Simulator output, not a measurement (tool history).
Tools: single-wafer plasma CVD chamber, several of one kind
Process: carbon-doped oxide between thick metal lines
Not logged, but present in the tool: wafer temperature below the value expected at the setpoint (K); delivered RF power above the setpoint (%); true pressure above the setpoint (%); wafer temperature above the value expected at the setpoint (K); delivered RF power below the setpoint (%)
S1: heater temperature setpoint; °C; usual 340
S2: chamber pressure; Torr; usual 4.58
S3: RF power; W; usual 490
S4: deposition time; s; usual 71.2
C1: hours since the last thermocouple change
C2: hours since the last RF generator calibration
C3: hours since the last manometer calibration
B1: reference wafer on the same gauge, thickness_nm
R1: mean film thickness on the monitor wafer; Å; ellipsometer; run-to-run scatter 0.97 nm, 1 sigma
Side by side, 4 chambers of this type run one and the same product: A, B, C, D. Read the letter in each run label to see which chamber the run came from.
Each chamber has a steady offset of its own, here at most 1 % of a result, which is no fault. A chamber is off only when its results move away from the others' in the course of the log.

run	day	S1	S2	S3	S4	C1	C2	C3	B1	R1
1C	0.254	340	4.58	490	71.2	365.6	155.2	61.7	323.88	3602.1
2D	0.617	340	4.58	490	71.2	1018.7	1080.2	161.5	324.00	3582.7
3B	0.975	340	4.58	490	71.2	1319.5	202.9	200.9	324.11	3634.0
4A	1.296	340	4.58	490	71.2	618.8	1582.9	750.7	323.84	3605.3
5A	1.696	340	4.58	490	71.2	628.4	1592.5	760.3	324.12	3607.7
6B	2.079	340	4.58	490	71.2	1346.0	229.4	227.4	323.86	3634.1
7C	2.404	340	4.58	490	84.9	417.2	206.8	113.3	323.85	4307.8
8D	2.771	340	4.58	490	84.9	1070.4	1131.9	213.2	324.08	4276.2
9B	3.175	340	4.58	490	84.9	1372.3	255.7	253.7	323.98	4336.5
10C	3.592	340	4.58	490	84.9	445.7	235.3	141.8	324.25	4288.1
11A	3.992	340	5.46	490	71.2	683.5	1647.6	815.4	323.92	3709.7
12D	4.262	340	5.46	490	71.2	1106.2	1167.7	249.0	323.98	3683.3
13D	4.638	340	5.46	490	71.2	1115.2	1176.7	258.0	324.21	3701.4
14B	4.929	340	5.46	490	71.2	1414.4	297.8	295.8	324.13	3718.7
15A	5.204	340	4.58	490	71.2	712.6	1676.7	844.5	323.76	3623.1
16C	5.529	340	4.58	490	71.2	492.2	281.8	188.3	323.84	3608.1
17C	5.775	340	4.58	490	71.2	498.1	287.7	194.2	323.77	3607.7
18D	6.158	340	4.58	490	71.2	1151.7	1213.2	294.5	324.21	3577.4
19A	6.450	340	4.58	490	71.2	742.5	1706.6	874.4	323.96	3636.2
20B	6.654	340	4.58	490	71.2	1455.8	339.2	337.2	324.11	3631.5
21C	7.038	340	4.58	490	71.2	528.4	318.0	224.5	323.92	3575.0
22D	7.254	340	4.58	490	71.2	1178.0	1239.5	320.8	323.82	3578.2
23A	7.583	340	4.58	490	71.2	769.7	1733.8	901.6	324.17	3632.8
24B	7.800	340	4.58	490	71.2	1483.3	366.7	364.7	324.11	3628.0
25C	8.208	340	4.58	490	71.2	556.5	346.1	252.6	323.76	3553.3
26A	8.442	340	4.58	490	71.2	790.3	1754.4	922.2	323.92	3627.3
27B	8.883	340	4.58	490	71.2	1509.3	392.7	390.7	324.08	3627.5
28D	9.267	327	4.58	490	71.2	1226.3	1287.8	369.1	323.71	3735.4
29D	9.558	327	4.58	490	71.2	1233.3	1294.8	376.1	324.18	3723.5
30A	9.921	327	4.58	490	71.2	825.8	1789.9	957.7	323.95	3768.1
31C	10.346	327	4.58	490	71.2	607.8	397.4	303.9	323.84	3644.7
32B	10.596	340	4.58	490	71.2	1550.4	433.8	431.8	324.21	3620.4
33D	10.917	340	4.58	490	71.2	1265.9	1327.4	408.7	323.94	3578.3
34A	11.342	340	4.58	490	71.2	859.9	1824.0	991.8	324.24	3623.0
35C	11.538	340	4.58	490	71.2	636.4	426.0	332.5	324.04	3486.7
36B	11.821	333	4.58	490	71.2	1579.8	463.2	461.2	323.90	3697.5
37B	12.025	333	4.58	490	71.2	1584.7	468.1	466.1	324.06	3705.2
38A	12.321	333	4.58	490	71.2	883.4	1847.5	1015.3	323.93	3683.1
39D	12.717	333	4.58	490	71.2	1309.1	1370.6	451.9	324.02	3669.5
40C	12.962	340	4.58	490	71.2	670.6	460.2	366.7	323.91	3480.6

For the next run the whole fleet of 4 chambers uses the same settings. Give each chamber's results:
41A	13.275	340	4.58	490	71.2					?
41B	13.275	340	4.58	490	71.2					?
41C	13.275	340	4.58	490	71.2					?
41D	13.275	340	4.58	490	71.2					?

run	R1
41A	3627.7
41B	3621.9
41C	3482.0
41D	3576.8
